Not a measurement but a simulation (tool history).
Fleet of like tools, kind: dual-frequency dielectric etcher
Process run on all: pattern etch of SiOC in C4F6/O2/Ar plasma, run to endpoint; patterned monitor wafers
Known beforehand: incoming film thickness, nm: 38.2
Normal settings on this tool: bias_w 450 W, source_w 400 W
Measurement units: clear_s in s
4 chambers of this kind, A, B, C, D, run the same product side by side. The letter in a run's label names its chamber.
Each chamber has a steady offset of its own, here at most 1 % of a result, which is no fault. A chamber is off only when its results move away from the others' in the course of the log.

run   hour  bias_w  source_w  hours since the last wet clean  hours since the last bias power generator calibration  hours since the last source power generator calibration  clear_s
 1D   15.7     450       400                           144.3                                                 3225.3                                                   2107.5   13.461
 2A   31.3     450       400                            87.4                                                  216.8                                                    620.2   13.315
 3C   40.9     450       400                           245.8                                                 1189.9                                                   1518.4   13.292
 4B   48.6     450       400                           260.5                                                  524.2                                                   1988.0   13.166
 5A   62.9     450       400                           119.0                                                  248.4                                                    651.8   13.311
 6B   76.6     409       330                           288.5                                                  552.2                                                   2016.0   14.864
 7C   86.9     409       330                           291.8                                                 1235.9                                                   1564.4   14.878
 8D   97.6     409       330                           226.2                                                 3307.2                                                   2189.4   14.886
 9B  107.9     409       330                           319.8                                                  583.5                                                   2047.3   14.693
10D  116.6     450       400                           245.2                                                 3326.2                                                   2208.4   13.532
11C  127.2     450       400                           332.1                                                 1276.2                                                   1604.7   13.225
12A  137.4     552       480                           193.5                                                  322.9                                                    726.3   11.721
13B  148.0     552       480                           359.9                                                  623.6                                                   2087.4   11.478
14C  162.7     552       480                           367.6                                                 1311.7                                                   1640.2   11.451
15A  175.9     552       480                           232.0                                                  361.4                                                    764.8   11.462
16D  187.0     450       400                           315.6                                                 3396.6                                                   2278.8   13.632
17A  199.9     450       350                           256.0                                                  385.4                                                    788.8   14.029
18B  212.8     450       350                           424.7                                                  688.4                                                   2152.2   14.022
19C  228.5     450       350                           433.4                                                 1377.5                                                   1706.0   13.930
20D  238.1     450       350                           366.7                                                 3447.7                                                   2329.9   14.382
21A  245.1     450       400                           301.2                                                  430.6                                                    834.0   13.371
22B  257.0     450       400                           468.9                                                  732.6                                                   2196.4   13.322
23D  270.4     450       310                           399.0                                                 3480.0                                                   2362.2   15.357
24C  279.5     450       310                           484.4                                                 1428.5                                                   1757.0   14.555
25B  294.8     450       310                           506.7                                                  770.4                                                   2234.2   14.781
26D  301.6     450       310                           430.2                                                 3511.2                                                   2393.4   15.373
     307.8  -- chamber B: wet clean of the chamber
27C  314.8     450       400                           519.7                                                 1463.8                                                   1792.3   13.230
28A  323.9     450       400                           380.0                                                  509.4                                                    912.8   13.425
29C  332.4     450       400                           537.3                                                 1481.4                                                   1809.9   13.318
30B  341.2     450       400                            33.5                                                  816.8                                                   2280.6   13.320
31A  350.3     342       350                           406.4                                                  535.8                                                    939.2   15.638

Next, all 4 chambers run the settings below, one line each with question marks for the results. What does each chamber give?
32A  361.7     450       320                                                                                                                                                        ?
32B  361.7     450       320                                                                                                                                                        ?
32C  361.7     450       320                                                                                                                                                        ?
32D  361.7     450       320                                                                                                                                                        ?

run  clear_s
32A   14.481
32B   14.467
32C   14.334
32D   15.337

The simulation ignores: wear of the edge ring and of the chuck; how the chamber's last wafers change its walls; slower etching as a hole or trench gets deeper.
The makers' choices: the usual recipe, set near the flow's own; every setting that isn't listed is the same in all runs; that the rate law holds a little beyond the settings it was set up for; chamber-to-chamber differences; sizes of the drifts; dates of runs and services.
